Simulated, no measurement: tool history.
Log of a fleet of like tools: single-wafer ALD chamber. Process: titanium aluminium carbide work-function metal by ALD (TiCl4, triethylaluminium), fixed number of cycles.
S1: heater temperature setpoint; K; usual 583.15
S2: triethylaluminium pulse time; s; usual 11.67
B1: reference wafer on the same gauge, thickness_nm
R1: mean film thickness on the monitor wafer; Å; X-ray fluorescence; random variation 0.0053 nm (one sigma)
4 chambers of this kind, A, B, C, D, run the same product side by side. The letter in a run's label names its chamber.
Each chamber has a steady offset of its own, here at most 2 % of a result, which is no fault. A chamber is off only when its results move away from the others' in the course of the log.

run 1D day=0.321 | S1=583.15 S2=11.67 | B1=2.2010 | R1=21.460
run 2B day=0.921 | S1=583.15 S2=11.67 | B1=2.1997 | R1=21.287
run 3C day=1.550 | S1=583.15 S2=11.67 | B1=2.2013 | R1=21.280
run 4A day=1.875 | S1=583.15 S2=11.67 | B1=2.2013 | R1=21.221
run 5A day=2.288 | S1=583.15 S2=11.67 | B1=2.1997 | R1=21.233
run 6B day=2.688 | S1=583.15 S2=11.67 | B1=2.2006 | R1=21.240
run 7C day=3.217 | S1=583.15 S2=11.67 | B1=2.2001 | R1=21.187
run 8D day=3.729 | S1=583.15 S2=11.67 | B1=2.2003 | R1=21.510
run 9D day=4.104 | S1=583.15 S2=11.67 | B1=2.1999 | R1=21.484
run 10C day=4.767 | S1=583.15 S2=11.67 | B1=2.1989 | R1=21.330
-- day=4.883 chamber D: thermocouple changed; heater temperature recalibrated
run 11A day=5.350 | S1=583.15 S2=11.67 | B1=2.1993 | R1=21.294
run 12B day=5.875 | S1=583.15 S2=11.67 | B1=2.2002 | R1=21.277
run 13A day=6.508 | S1=583.15 S2=11.67 | B1=2.2018 | R1=21.274
run 14B day=7.112 | S1=596.15 S2=14.60 | B1=2.1990 | R1=22.510
run 15C day=7.658 | S1=596.15 S2=14.60 | B1=2.2000 | R1=22.695
run 16D day=7.958 | S1=596.15 S2=14.60 | B1=2.1996 | R1=22.951
run 17C day=8.538 | S1=596.15 S2=14.60 | B1=2.2009 | R1=22.629
run 18D day=9.021 | S1=583.15 S2=11.67 | B1=2.2003 | R1=21.566
run 19A day=9.512 | S1=583.15 S2=11.67 | B1=2.2003 | R1=21.297
run 20B day=9.904 | S1=583.15 S2=11.67 | B1=2.1990 | R1=21.081
run 21C day=10.212 | S1=583.15 S2=11.67 | B1=2.1992 | R1=21.196
run 22B day=10.542 | S1=583.15 S2=11.67 | B1=2.1994 | R1=21.049
run 23D day=11.167 | S1=583.15 S2=11.67 | B1=2.2009 | R1=21.594
run 24A day=11.733 | S1=583.15 S2=11.67 | B1=2.1994 | R1=21.319
run 25A day=12.333 | S1=583.15 S2=11.67 | B1=2.1994 | R1=21.157
run 26D day=12.829 | S1=583.15 S2=11.67 | B1=2.1993 | R1=21.627
run 27B day=13.388 | S1=583.15 S2=11.67 | B1=2.1988 | R1=20.782
run 28C day=14.008 | S1=583.15 S2=7.53 | B1=2.2005 | R1=19.965
run 29D day=14.338 | S1=583.15 S2=7.53 | B1=2.1998 | R1=20.205

Is one chamber off against the others, does the gauge drift, or is nothing wrong? If a chamber is off, say which, and what the likeliest cause is.

Chamber B drifts away from the others.
Cause: triethylaluminium dose below that of a fresh bottle (%) = 23.2.
The log may not tell that from: wafer temperature below the value expected at the setpoint (K).

Here are 4 candidates for chamber B's next run, each the usual settings with a change, their results left as question marks. Which one brings its results back in line with what the others give on the usual settings?
In line means no further than this from the other chambers' mean on the usual settings: R1 0.190 Å
run 30B-1 day=14.817 | S1=583.15 S2=15.01 | R1=?
run 30B-2 day=14.817 | S1=592.15 S2=14.26 | R1=?
run 30B-3 day=14.817 | S1=569.15 S2=11.67 | R1=?
run 30B-4 day=14.817 | S1=579.15 S2=10.54 | R1=?

The other chambers' mean on the usual settings: R1 21.334 Å
run=30B-1 R1=21.270
run=30B-2 R1=21.971
run=30B-3 R1=19.504
run=30B-4 R1=20.016
30B-1 brings the chamber back in line.
